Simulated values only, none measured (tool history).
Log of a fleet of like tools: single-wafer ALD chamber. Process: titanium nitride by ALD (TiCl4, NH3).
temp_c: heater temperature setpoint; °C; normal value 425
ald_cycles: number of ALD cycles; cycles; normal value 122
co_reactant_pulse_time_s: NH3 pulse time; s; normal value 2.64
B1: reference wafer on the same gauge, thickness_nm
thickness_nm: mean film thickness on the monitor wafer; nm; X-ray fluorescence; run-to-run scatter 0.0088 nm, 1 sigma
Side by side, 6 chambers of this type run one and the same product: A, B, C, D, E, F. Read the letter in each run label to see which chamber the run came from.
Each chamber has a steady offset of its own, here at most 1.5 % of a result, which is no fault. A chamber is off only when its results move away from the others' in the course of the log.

Run 1A, day 0.379: usual settings; B1 2.2501. Result: thickness_nm 2.7339 nm.
At day 0.546: chamber A: thermocouple changed; heater temperature recalibrated.
Run 2C, day 0.817: usual settings; B1 2.2510. Result: thickness_nm 2.6993 nm.
Run 3D, day 1.242: usual settings; B1 2.2497. Result: thickness_nm 2.7529 nm.
Run 4E, day 1.567: usual settings; B1 2.2478. Result: thickness_nm 2.7245 nm.
Run 5B, day 1.817: usual settings; B1 2.2490. Result: thickness_nm 2.7089 nm.
Run 6F, day 2.154: usual settings; B1 2.2514. Result: thickness_nm 2.7363 nm.
Run 7D, day 2.379: usual settings; B1 2.2511. Result: thickness_nm 2.7524 nm.
Run 8B, day 2.721: usual settings; B1 2.2500. Result: thickness_nm 2.7132 nm.
Run 9C, day 3.008: usual settings; B1 2.2501. Result: thickness_nm 2.6984 nm.
Run 10E, day 3.321: usual settings; B1 2.2489. Result: thickness_nm 2.7071 nm.
Run 11A, day 3.588: usual settings; B1 2.2513. Result: thickness_nm 2.7190 nm.
Run 12F, day 3.925: usual settings but temp_c 431 °C, co_reactant_pulse_time_s 3.01 s; B1 2.2512. Result: thickness_nm 2.7169 nm.
Run 13C, day 4.275: usual settings but temp_c 431 °C, co_reactant_pulse_time_s 3.01 s; B1 2.2515. Result: thickness_nm 2.7226 nm.
Run 14D, day 4.646: usual settings but temp_c 431 °C, co_reactant_pulse_time_s 3.01 s; B1 2.2498. Result: thickness_nm 2.7673 nm.
Run 15A, day 5.058: usual settings but temp_c 431 °C, co_reactant_pulse_time_s 3.01 s; B1 2.2488. Result: thickness_nm 2.7226 nm.
Run 16B, day 5.354: usual settings but temp_c 431 °C, co_reactant_pulse_time_s 3.01 s; B1 2.2485. Result: thickness_nm 2.7345 nm.
Run 17F, day 5.612: usual settings but temp_c 431 °C, co_reactant_pulse_time_s 3.01 s; B1 2.2504. Result: thickness_nm 2.7342 nm.
Run 18E, day 5.817: usual settings; B1 2.2523. Result: thickness_nm 2.7259 nm.
Run 19A, day 6.112: usual settings but temp_c 416 °C, ald_cycles 136 cycles; B1 2.2484. Result: thickness_nm 3.0391 nm.
Run 20D, day 6.338: usual settings but temp_c 416 °C, ald_cycles 136 cycles; B1 2.2499. Result: thickness_nm 3.0521 nm.
Run 21C, day 6.721: usual settings but temp_c 416 °C, ald_cycles 136 cycles; B1 2.2504. Result: thickness_nm 3.0129 nm.
Run 22B, day 6.988: usual settings but temp_c 416 °C, ald_cycles 136 cycles; B1 2.2519. Result: thickness_nm 3.0172 nm.
Run 23E, day 7.400: usual settings but temp_c 416 °C, ald_cycles 136 cycles; B1 2.2499. Result: thickness_nm 3.0296 nm.
Run 24F, day 7.733: usual settings but temp_c 416 °C, ald_cycles 136 cycles; B1 2.2504. Result: thickness_nm 3.0408 nm.
Run 25C, day 8.150: usual settings; B1 2.2493. Result: thickness_nm 2.7174 nm.
Run 26A, day 8.475: usual settings; B1 2.2487. Result: thickness_nm 2.7353 nm.
Run 27D, day 8.738: usual settings; B1 2.2492. Result: thickness_nm 2.7404 nm.
Run 28B, day 9.075: usual settings; B1 2.2490. Result: thickness_nm 2.7182 nm.
Run 29F, day 9.292: usual settings; B1 2.2517. Result: thickness_nm 2.7300 nm.
Run 30E, day 9.679: usual settings; B1 2.2512. Result: thickness_nm 2.7362 nm.
Run 31D, day 10.083: usual settings; B1 2.2493. Result: thickness_nm 2.7274 nm.
Run 32F, day 10.521: usual settings; B1 2.2481. Result: thickness_nm 2.7380 nm.
Run 33E, day 10.908: usual settings; B1 2.2501. Result: thickness_nm 2.7258 nm.
Run 34B, day 11.288: usual settings; B1 2.2489. Result: thickness_nm 2.7304 nm.
Run 35C, day 11.496: usual settings; B1 2.2496. Result: thickness_nm 2.7003 nm.
Run 36A, day 11.933: usual settings; B1 2.2477. Result: thickness_nm 2.7349 nm.
Run 37F, day 12.188: usual settings; B1 2.2493. Result: thickness_nm 2.7291 nm.
Run 38B, day 12.600: usual settings; B1 2.2499. Result: thickness_nm 2.7335 nm.
Run 39E, day 12.892: usual settings but temp_c 440 °C; B1 2.2504. Result: thickness_nm 2.7307 nm.
Run 40D, day 13.254: usual settings but temp_c 440 °C; B1 2.2492. Result: thickness_nm 2.7528 nm.
Run 41C, day 13.696: usual settings but temp_c 440 °C; B1 2.2481. Result: thickness_nm 2.6988 nm.
Run 42A, day 13.929: usual settings but temp_c 440 °C; B1 2.2528. Result: thickness_nm 2.7177 nm.
Run 43D, day 14.242: usual settings but temp_c 440 °C; B1 2.2491. Result: thickness_nm 2.7469 nm.
Run 44A, day 14.646: usual settings but temp_c 440 °C; B1 2.2490. Result: thickness_nm 2.7265 nm.

Does one chamber stand apart from the rest, does the shared gauge drift, or is all well apart from small per-chamber offsets? Give the chamber and the most likely cause, where there is one.

Neither any chamber nor the gauge drifts; the chambers differ only by their own small, steady offsets.

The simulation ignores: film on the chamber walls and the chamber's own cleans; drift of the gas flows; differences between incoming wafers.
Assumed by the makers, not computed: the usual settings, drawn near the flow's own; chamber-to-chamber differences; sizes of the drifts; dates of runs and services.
